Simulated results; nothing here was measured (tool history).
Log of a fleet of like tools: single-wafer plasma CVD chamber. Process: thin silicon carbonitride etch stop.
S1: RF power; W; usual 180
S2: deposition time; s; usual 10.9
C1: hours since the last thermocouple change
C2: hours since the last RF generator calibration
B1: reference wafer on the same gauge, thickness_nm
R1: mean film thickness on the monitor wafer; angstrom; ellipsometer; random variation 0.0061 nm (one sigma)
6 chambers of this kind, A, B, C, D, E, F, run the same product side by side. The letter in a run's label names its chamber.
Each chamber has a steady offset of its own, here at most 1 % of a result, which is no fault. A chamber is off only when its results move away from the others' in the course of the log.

{"run": "1A", "day": 0.212, "S1": 180, "S2": 10.9, "C1": 1536.2, "C2": 216.7, "B1": 5.8903, "R1": 59.791}
{"run": "2B", "day": 0.417, "S1": 180, "S2": 10.9, "C1": 1222.9, "C2": 368.5, "B1": 5.8918, "R1": 60.343}
{"run": "3F", "day": 0.604, "S1": 180, "S2": 10.9, "C1": 645.7, "C2": 1026.4, "B1": 5.8924, "R1": 59.957}
{"run": "4D", "day": 0.783, "S1": 180, "S2": 10.9, "C1": 41.7, "C2": 1903.3, "B1": 5.8924, "R1": 60.382}
{"run": "5C", "day": 0.967, "S1": 180, "S2": 10.9, "C1": 175.5, "C2": 594.8, "B1": 5.893, "R1": 60.475}
{"run": "6E", "day": 1.158, "S1": 180, "S2": 10.9, "C1": 1456.3, "C2": 258.6, "B1": 5.8947, "R1": 59.812}
{"run": "7D", "day": 1.312, "S1": 180, "S2": 10.9, "C1": 54.4, "C2": 1916.0, "B1": 5.8944, "R1": 60.453}
{"run": "8E", "day": 1.408, "S1": 180, "S2": 10.9, "C1": 1462.3, "C2": 264.6, "B1": 5.8968, "R1": 59.95}
{"run": "9F", "day": 1.538, "S1": 200, "S2": 10.9, "C1": 668.1, "C2": 1048.8, "B1": 5.8955, "R1": 61.943}
{"run": "10A", "day": 1.629, "S1": 200, "S2": 10.9, "C1": 1570.2, "C2": 250.7, "B1": 5.8951, "R1": 61.865}
{"run": "11C", "day": 1.758, "S1": 200, "S2": 10.9, "C1": 194.5, "C2": 613.8, "B1": 5.8967, "R1": 62.482}
{"run": "12B", "day": 1.967, "S1": 200, "S2": 10.9, "C1": 1260.1, "C2": 405.7, "B1": 5.8951, "R1": 62.434}
{"run": "13F", "day": 2.142, "S1": 200, "S2": 10.9, "C1": 682.6, "C2": 1063.3, "B1": 5.8964, "R1": 61.994}
{"run": "14E", "day": 2.308, "S1": 200, "S2": 10.9, "C1": 1483.9, "C2": 286.2, "B1": 5.8973, "R1": 61.735}
{"run": "15B", "day": 2.521, "S1": 180, "S2": 10.9, "C1": 1273.4, "C2": 419.0, "B1": 5.8984, "R1": 60.482}
{"run": "16A", "day": 2.658, "S1": 180, "S2": 10.9, "C1": 1594.9, "C2": 275.4, "B1": 5.9, "R1": 59.936}
{"run": "17C", "day": 2.842, "S1": 180, "S2": 10.9, "C1": 220.5, "C2": 639.8, "B1": 5.8991, "R1": 60.557}
{"run": "18D", "day": 2.962, "S1": 180, "S2": 10.9, "C1": 94.0, "C2": 1955.6, "B1": 5.9001, "R1": 60.451}
{"run": "19A", "day": 3.179, "S1": 180, "S2": 10.9, "C1": 1607.4, "C2": 287.9, "B1": 5.9015, "R1": 59.842}
{"run": "20D", "day": 3.342, "S1": 180, "S2": 10.9, "C1": 103.1, "C2": 1964.7, "B1": 5.9015, "R1": 60.605}
{"run": "21B", "day": 3.462, "S1": 180, "S2": 10.9, "C1": 1296.0, "C2": 441.6, "B1": 5.9022, "R1": 60.561}
{"run": "22F", "day": 3.638, "S1": 180, "S2": 10.9, "C1": 718.5, "C2": 1099.2, "B1": 5.9024, "R1": 60.081}
{"run": "23C", "day": 3.8, "S1": 180, "S2": 10.9, "C1": 243.5, "C2": 662.8, "B1": 5.903, "R1": 60.635}
{"run": "24E", "day": 3.896, "S1": 180, "S2": 10.9, "C1": 1522.0, "C2": 324.3, "B1": 5.9039, "R1": 60.056}
{"run": "25A", "day": 4.025, "S1": 180, "S2": 10.9, "C1": 1627.7, "C2": 308.2, "B1": 5.905, "R1": 59.952}
{"run": "26D", "day": 4.183, "S1": 180, "S2": 10.9, "C1": 123.3, "C2": 1984.9, "B1": 5.9047, "R1": 60.611}
{"run": "27F", "day": 4.362, "S1": 180, "S2": 10.9, "C1": 735.9, "C2": 1116.6, "B1": 5.9036, "R1": 60.126}
{"run": "28E", "day": 4.496, "S1": 190, "S2": 11.9, "C1": 1536.4, "C2": 338.7, "B1": 5.9061, "R1": 66.569}
{"run": "29C", "day": 4.629, "S1": 190, "S2": 11.9, "C1": 263.4, "C2": 682.7, "B1": 5.9063, "R1": 67.275}
{"run": "30B", "day": 4.733, "S1": 190, "S2": 11.9, "C1": 1326.5, "C2": 472.1, "B1": 5.9061, "R1": 67.163}
{"run": "31E", "day": 4.904, "S1": 190, "S2": 11.9, "C1": 1546.2, "C2": 348.5, "B1": 5.9064, "R1": 66.411}
{"run": "32B", "day": 5.096, "S1": 190, "S2": 11.9, "C1": 1335.2, "C2": 480.8, "B1": 5.9078, "R1": 67.24}
{"run": "33D", "day": 5.267, "S1": 190, "S2": 11.9, "C1": 149.3, "C2": 2010.9, "B1": 5.9072, "R1": 67.332}
{"run": "34C", "day": 5.404, "S1": 180, "S2": 10.9, "C1": 282.0, "C2": 701.3, "B1": 5.9066, "R1": 60.69}
{"run": "35F", "day": 5.508, "S1": 180, "S2": 10.9, "C1": 763.4, "C2": 1144.1, "B1": 5.9088, "R1": 60.072}
{"run": "36A", "day": 5.667, "S1": 155, "S2": 9.9, "C1": 1667.1, "C2": 347.6, "B1": 5.9089, "R1": 52.218}
{"run": "37E", "day": 5.808, "S1": 155, "S2": 9.9, "C1": 1567.9, "C2": 370.2, "B1": 5.9094, "R1": 52.219}
{"run": "38F", "day": 5.929, "S1": 155, "S2": 9.9, "C1": 773.5, "C2": 1154.2, "B1": 5.9111, "R1": 52.222}
{"day": 6.012, "done": "chamber D: RF generator calibrated"}
{"run": "39D", "day": 6.075, "S1": 155, "S2": 9.9, "C1": 168.7, "C2": 1.6, "B1": 5.9096, "R1": 52.601}
{"run": "40C", "day": 6.283, "S1": 155, "S2": 9.9, "C1": 303.1, "C2": 722.4, "B1": 5.911, "R1": 52.648}
{"run": "41A", "day": 6.425, "S1": 155, "S2": 9.9, "C1": 1685.3, "C2": 365.8, "B1": 5.9133, "R1": 52.235}
{"run": "42B", "day": 6.617, "S1": 180, "S2": 10.9, "C1": 1371.7, "C2": 517.3, "B1": 5.9131, "R1": 60.605}
{"run": "43E", "day": 6.721, "S1": 180, "S2": 10.9, "C1": 1589.8, "C2": 392.1, "B1": 5.9126, "R1": 60.139}
{"run": "44A", "day": 6.921, "S1": 180, "S2": 10.9, "C1": 1697.2, "C2": 377.7, "B1": 5.9132, "R1": 60.055}

What goes on in this fleet: one chamber off, a drifting gauge, or nothing beyond the chambers' own small offsets? Name the chamber and the cause, if any.

The gauge drifts, so all chambers seem to drift together. No chamber is off.
Cause: gauge reads high (%) = 0.415.

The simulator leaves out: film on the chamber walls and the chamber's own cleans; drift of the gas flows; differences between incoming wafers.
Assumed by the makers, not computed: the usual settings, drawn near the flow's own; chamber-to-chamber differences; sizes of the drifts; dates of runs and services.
